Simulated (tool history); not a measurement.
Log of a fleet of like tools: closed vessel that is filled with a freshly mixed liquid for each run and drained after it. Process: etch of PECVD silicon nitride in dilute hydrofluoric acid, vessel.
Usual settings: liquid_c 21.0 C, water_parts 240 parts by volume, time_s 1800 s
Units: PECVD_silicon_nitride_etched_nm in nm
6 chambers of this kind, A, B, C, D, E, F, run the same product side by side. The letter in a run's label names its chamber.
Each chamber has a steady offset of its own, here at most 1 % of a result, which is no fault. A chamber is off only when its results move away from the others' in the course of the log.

run	hour	liquid_c	water_parts	time_s	read-back film thickness of the PECVD silicon nitride reference wafer, read on the same gauge (nm)	PECVD_silicon_nitride_etched_nm
1F	4.5	21.0	240	1800	140.01	10.9120
2A	11.9	21.0	240	1800	140.04	10.5920
3B	18.4	21.0	240	1800	140.00	10.5800
4D	23.6	21.0	240	1800	140.03	10.7570
5C	29.2	21.0	240	1800	140.02	10.6410
6E	33.7	21.0	240	1800	140.02	10.6090
7E	40.1	21.0	240	1800	139.98	10.6270
8B	45.6	21.0	195	2445	140.01	17.5310
9D	53.0	21.0	195	2445	140.00	17.7340
10C	57.2	21.0	195	2445	140.04	17.4590
11A	61.0	21.0	195	2445	140.01	17.5320
12F	65.1	21.0	195	2445	139.98	17.6310
13C	71.3	21.0	195	2445	139.97	17.3100
14F	77.4	21.0	240	1800	139.95	10.5520
15D	81.9	21.0	240	1800	140.00	10.8160
16A	88.0	21.0	240	1800	139.97	10.6120
17E	92.7	21.0	240	1800	140.02	10.4520
18B	96.6	21.0	240	1800	140.00	10.5520
19D	100.1	21.0	240	1800	140.02	10.7720
20F	107.5	21.0	240	1800	140.03	10.6800
21C	113.7	21.0	240	1800	140.00	10.0740
22B	117.3	21.0	240	1800	140.03	10.6660
23E	121.0	19.5	240	1800	140.03	9.6160
24A	126.7	19.5	240	1800	139.99	9.4690
25E	130.8	19.5	240	1800	139.97	9.5389
26C	135.4	19.5	240	1800	140.01	9.2339
27B	140.2	19.5	240	1800	140.02	9.6477
28A	145.6	19.5	240	1800	140.00	9.5283
29D	150.3	21.0	240	1800	140.01	10.6760
30F	156.9	21.0	240	1800	140.00	10.5810
31F	160.7	21.0	240	1800	139.98	10.6860
32B	167.7	21.0	240	1800	140.00	10.7510
33C	171.9	21.0	240	1800	140.00	10.0200
34E	176.1	21.0	240	1800	140.04	10.5390
35A	181.8	21.0	240	1800	140.00	10.4840
36D	189.1	21.0	240	1800	140.03	10.7330
37F	193.8	21.0	240	1800	140.00	10.7790
38E	198.2	21.0	240	1800	139.99	10.7180
39D	205.4	21.0	240	1800	139.98	10.6030
40C	209.9	21.0	240	1800	140.04	9.8405
41B	216.0	21.0	240	1800	140.01	10.5530

Is one chamber off against the others, does the gauge drift, or is nothing wrong? If a chamber is off, say which, and what the likeliest cause is.

Chamber C drifts away from the others.
Cause: liquid colder than its thermometer reads (K) = 1.54.
The log may not tell that from: hydrofluoric acid flow below the setpoint (%).

Here are 4 candidates for chamber C's next run, each the usual settings with a change, their results left as question marks. Which one brings its results back in line with what the others give on the usual settings?
In line means no further than this from the other chambers' mean on the usual settings: PECVD_silicon_nitride_etched_nm 0.2800 nm
42C-1	221.4	21.0	240	1955		?
42C-2	221.4	21.5	215	1800		?
42C-3	221.4	20.5	250	1665		?
42C-4	221.4	21.0	250	1700		?

The other chambers' mean on the usual settings: PECVD_silicon_nitride_etched_nm 10.6260 nm
run	PECVD_silicon_nitride_etched_nm
42C-1	10.6140
42C-2	11.2440
42C-3	8.4074
42C-4	8.8678
42C-1 brings the chamber back in line.

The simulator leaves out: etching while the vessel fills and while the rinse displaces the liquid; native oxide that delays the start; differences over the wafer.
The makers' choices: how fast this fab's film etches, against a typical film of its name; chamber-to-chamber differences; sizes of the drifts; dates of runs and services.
